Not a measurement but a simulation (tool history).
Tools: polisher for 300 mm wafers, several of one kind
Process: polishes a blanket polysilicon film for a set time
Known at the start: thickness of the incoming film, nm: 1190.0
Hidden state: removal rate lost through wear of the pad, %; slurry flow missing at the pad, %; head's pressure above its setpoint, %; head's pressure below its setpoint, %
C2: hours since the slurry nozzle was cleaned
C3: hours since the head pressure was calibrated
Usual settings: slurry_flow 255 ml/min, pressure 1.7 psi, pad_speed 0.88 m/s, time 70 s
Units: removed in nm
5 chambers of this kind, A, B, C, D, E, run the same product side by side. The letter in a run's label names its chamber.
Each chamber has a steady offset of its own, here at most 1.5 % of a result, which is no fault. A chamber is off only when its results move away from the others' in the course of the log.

Run 1A, hour 3.6: usual settings; wafers polished on this pad 395; C2 54; C3 520.5. Result: removed 278.71 nm.
At hour 3.9: chamber B: worn pad replaced by a new one.
At hour 4: chamber D: slurry nozzle cleaned.
Run 2E, hour 6.6: usual settings; wafers polished on this pad 557; C2 232.7; C3 66.2. Result: removed 281.79 nm.
Run 3B, hour 10.6: usual settings; wafers polished on this pad 45; C2 16.5; C3 779.8. Result: removed 276.1 nm.
Run 4C, hour 14.1: usual settings; wafers polished on this pad 383; C2 187; C3 592.2. Result: removed 280.15 nm.
Run 5D, hour 20.5: usual settings; wafers polished on this pad 624; C2 16.5; C3 1123.9. Result: removed 271.71 nm.
Run 6C, hour 25: usual settings; wafers polished on this pad 456; C2 197.9; C3 603.1. Result: removed 278.71 nm.
Run 7D, hour 30.6: usual settings; wafers polished on this pad 692; C2 26.6; C3 1134. Result: removed 271.47 nm.
Run 8E, hour 34.2: usual settings; wafers polished on this pad 744; C2 260.3; C3 93.8. Result: removed 272.44 nm.
Run 9A, hour 40: usual settings; wafers polished on this pad 641; C2 90.4; C3 556.9. Result: removed 278.22 nm.
At hour 41.8: chamber E: slurry nozzle cleaned.
Run 10B, hour 45.8: usual settings; wafers polished on this pad 283; C2 51.7; C3 815. Result: removed 278.57 nm.
Run 11B, hour 51.2: usual settings; wafers polished on this pad 320; C2 57.1; C3 820.4. Result: removed 286.66 nm.
Run 12D, hour 55.3: usual settings; wafers polished on this pad 859; C2 51.3; C3 1158.7. Result: removed 277.2 nm.
Run 13A, hour 62.1: usual settings; wafers polished on this pad 791; C2 112.5; C3 579. Result: removed 269.25 nm.
Run 14C, hour 66.1: usual settings; wafers polished on this pad 734; C2 239; C3 644.2. Result: removed 283.44 nm.
At hour 69: chamber A: worn pad replaced by a new one.
Run 15E, hour 73: usual settings; wafers polished on this pad 1007; C2 31.3; C3 132.6. Result: removed 280.12 nm.
At hour 73.4: chamber B: head pressure recalibrated.
Run 16E, hour 76.2: usual settings; wafers polished on this pad 1028; C2 34.5; C3 135.8. Result: removed 272.25 nm.
Run 17D, hour 82.2: usual settings; wafers polished on this pad 1041; C2 78.2; C3 1185.6. Result: removed 270.95 nm.
Run 18B, hour 86.3: usual settings; wafers polished on this pad 558; C2 92.2; C3 13. Result: removed 278.88 nm.
Run 19A, hour 92.8: usual settings; wafers polished on this pad 161; C2 143.2; C3 609.7. Result: removed 274.69 nm.
Run 20C, hour 99.2: usual settings; wafers polished on this pad 958; C2 272.1; C3 677.3. Result: removed 280.8 nm.
Run 21D, hour 104.4: usual settings; wafers polished on this pad 1191; C2 100.4; C3 1207.8. Result: removed 271.79 nm.
At hour 106.3: chamber E: worn pad replaced by a new one.
At hour 109.8: chamber C: head pressure recalibrated.
Run 22E, hour 111: usual settings but slurry_flow 195 ml/min; wafers polished on this pad 32; C2 69.3; C3 170.6. Result: removed 263.52 nm.
Run 23A, hour 115.8: usual settings but slurry_flow 195 ml/min; wafers polished on this pad 316; C2 166.2; C3 632.7. Result: removed 259.01 nm.
At hour 120.6: chamber D: worn pad replaced by a new one.
Run 24C, hour 122.3: usual settings but slurry_flow 195 ml/min; wafers polished on this pad 1115; C2 295.2; C3 12.6. Result: removed 258.48 nm.
Run 25B, hour 129: usual settings but slurry_flow 195 ml/min; wafers polished on this pad 846; C2 134.9; C3 55.7. Result: removed 264.73 nm.
Run 26D, hour 135.7: usual settings but slurry_flow 195 ml/min; wafers polished on this pad 102; C2 131.7; C3 1239.1. Result: removed 271.05 nm.
Run 27C, hour 141.8: usual settings; wafers polished on this pad 1247; C2 314.7; C3 32.1. Result: removed 265.06 nm.
Run 28A, hour 146.1: usual settings; wafers polished on this pad 521; C2 196.5; C3 663. Result: removed 269.5 nm.
At hour 146.7: chamber B: worn pad replaced by a new one.
Run 29B, hour 152.7: usual settings; wafers polished on this pad 41; C2 158.6; C3 79.4. Result: removed 282.65 nm.
Run 30E, hour 159.2: usual settings; wafers polished on this pad 358; C2 117.5; C3 218.8. Result: removed 276.82 nm.
At hour 159.9: chamber D: head pressure recalibrated.
Run 31D, hour 163.4: usual settings; wafers polished on this pad 289; C2 159.4; C3 3.6. Result: removed 275.13 nm.
Run 32B, hour 166.5: usual settings but pad_speed 0.8 m/s; wafers polished on this pad 134; C2 172.4; C3 93.2. Result: removed 252.11 nm.
Run 33E, hour 171.8: usual settings but pad_speed 0.8 m/s; wafers polished on this pad 443; C2 130.1; C3 231.4. Result: removed 244.89 nm.
At hour 172: chamber A: worn pad replaced by a new one.
Run 34C, hour 176.5: usual settings but pad_speed 0.8 m/s; wafers polished on this pad 1481; C2 349.4; C3 66.8. Result: removed 223.76 nm.
Run 35A, hour 180.3: usual settings but pad_speed 0.8 m/s; wafers polished on this pad 56; C2 230.7; C3 697.2. Result: removed 244.71 nm.
Run 36E, hour 183.4: usual settings but pad_speed 0.8 m/s; wafers polished on this pad 522; C2 141.7; C3 243. Result: removed 247.52 nm.
Run 37B, hour 187.7: usual settings; wafers polished on this pad 278; C2 193.6; C3 114.4. Result: removed 276.22 nm.
Run 38D, hour 193.8: usual settings but slurry_flow 330 ml/min, time 84 s; wafers polished on this pad 495; C2 189.8; C3 34. Result: removed 340.31 nm.

All 5 chambers run these settings next. Forecast each chamber's results:
Run 39A, hour 198.7: usual settings. Result: removed ?.
Run 39B, hour 198.7: usual settings. Result: removed ?.
Run 39C, hour 198.7: usual settings. Result: removed ?.
Run 39D, hour 198.7: usual settings. Result: removed ?.
Run 39E, hour 198.7: usual settings. Result: removed ?.

run  removed
39A   276.47
39B   280.12
39C   241.17
39D   269.33
39E   269.16
